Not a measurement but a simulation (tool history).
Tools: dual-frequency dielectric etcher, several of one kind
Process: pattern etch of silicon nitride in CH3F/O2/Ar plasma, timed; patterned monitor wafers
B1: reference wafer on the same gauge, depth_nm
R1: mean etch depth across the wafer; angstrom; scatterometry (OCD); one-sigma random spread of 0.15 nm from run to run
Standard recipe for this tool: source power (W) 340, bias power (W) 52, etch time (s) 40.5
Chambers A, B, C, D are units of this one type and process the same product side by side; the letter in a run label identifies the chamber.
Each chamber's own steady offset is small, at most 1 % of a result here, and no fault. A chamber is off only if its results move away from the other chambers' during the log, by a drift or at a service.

{"run": "1D", "day": 0.246, "source power (W)": 340, "bias power (W)": 52, "etch time (s)": 40.5, "B1": 26.832, "R1": 240.35}
{"run": "2B", "day": 0.417, "source power (W)": 340, "bias power (W)": 52, "etch time (s)": 40.5, "B1": 26.811, "R1": 237.22}
{"run": "3C", "day": 0.767, "source power (W)": 340, "bias power (W)": 52, "etch time (s)": 40.5, "B1": 26.757, "R1": 237.37}
{"run": "4A", "day": 1.054, "source power (W)": 340, "bias power (W)": 52, "etch time (s)": 40.5, "B1": 26.824, "R1": 237.15}
{"run": "5C", "day": 1.317, "source power (W)": 340, "bias power (W)": 52, "etch time (s)": 40.5, "B1": 26.786, "R1": 240.87}
{"run": "6A", "day": 1.638, "source power (W)": 340, "bias power (W)": 52, "etch time (s)": 40.5, "B1": 26.796, "R1": 237.85}
{"run": "7B", "day": 1.908, "source power (W)": 340, "bias power (W)": 52, "etch time (s)": 40.5, "B1": 26.805, "R1": 240.67}
{"run": "8D", "day": 2.171, "source power (W)": 340, "bias power (W)": 60, "etch time (s)": 47, "B1": 26.806, "R1": 290.32}
{"day": 2.246, "done": "chamber C: bias power generator calibrated"}
{"run": "9C", "day": 2.475, "source power (W)": 340, "bias power (W)": 60, "etch time (s)": 47, "B1": 26.855, "R1": 292.82}
{"run": "10A", "day": 2.696, "source power (W)": 340, "bias power (W)": 60, "etch time (s)": 47, "B1": 26.802, "R1": 284.21}
{"run": "11D", "day": 2.921, "source power (W)": 340, "bias power (W)": 60, "etch time (s)": 47, "B1": 26.819, "R1": 288.52}
{"run": "12B", "day": 3.121, "source power (W)": 340, "bias power (W)": 52, "etch time (s)": 30, "B1": 26.84, "R1": 176.64}
{"run": "13B", "day": 3.342, "source power (W)": 340, "bias power (W)": 52, "etch time (s)": 30, "B1": 26.776, "R1": 176.74}
{"run": "14A", "day": 3.704, "source power (W)": 340, "bias power (W)": 52, "etch time (s)": 30, "B1": 26.818, "R1": 173.81}
{"run": "15C", "day": 4.008, "source power (W)": 340, "bias power (W)": 52, "etch time (s)": 30, "B1": 26.829, "R1": 177.93}
{"run": "16D", "day": 4.379, "source power (W)": 340, "bias power (W)": 52, "etch time (s)": 40.5, "B1": 26.825, "R1": 236.57}
{"run": "17B", "day": 4.746, "source power (W)": 300, "bias power (W)": 63, "etch time (s)": 40.5, "B1": 26.774, "R1": 244.4}
{"run": "18A", "day": 5.05, "source power (W)": 300, "bias power (W)": 63, "etch time (s)": 40.5, "B1": 26.79, "R1": 238.37}
{"run": "19C", "day": 5.258, "source power (W)": 300, "bias power (W)": 63, "etch time (s)": 40.5, "B1": 26.786, "R1": 250.8}
{"run": "20D", "day": 5.592, "source power (W)": 300, "bias power (W)": 63, "etch time (s)": 40.5, "B1": 26.81, "R1": 243.28}
{"run": "21C", "day": 5.788, "source power (W)": 340, "bias power (W)": 52, "etch time (s)": 40.5, "B1": 26.831, "R1": 245.63}
{"run": "22A", "day": 6.004, "source power (W)": 340, "bias power (W)": 52, "etch time (s)": 40.5, "B1": 26.798, "R1": 236.49}
{"run": "23B", "day": 6.179, "source power (W)": 340, "bias power (W)": 52, "etch time (s)": 40.5, "B1": 26.768, "R1": 236.34}
{"run": "24D", "day": 6.542, "source power (W)": 340, "bias power (W)": 52, "etch time (s)": 40.5, "B1": 26.772, "R1": 237.13}
{"run": "25D", "day": 6.888, "source power (W)": 340, "bias power (W)": 52, "etch time (s)": 40.5, "B1": 26.788, "R1": 238.37}

Next, every chamber runs the same settings. What will each give?
{"run": "26A", "day": 7.158, "source power (W)": 340, "bias power (W)": 52, "etch time (s)": 40.5, "R1": "?"}
{"run": "26B", "day": 7.158, "source power (W)": 340, "bias power (W)": 52, "etch time (s)": 40.5, "R1": "?"}
{"run": "26C", "day": 7.158, "source power (W)": 340, "bias power (W)": 52, "etch time (s)": 40.5, "R1": "?"}
{"run": "26D", "day": 7.158, "source power (W)": 340, "bias power (W)": 52, "etch time (s)": 40.5, "R1": "?"}

run=26A R1=234.44
run=26B R1=239.31
run=26C R1=253.26
run=26D R1=238.74
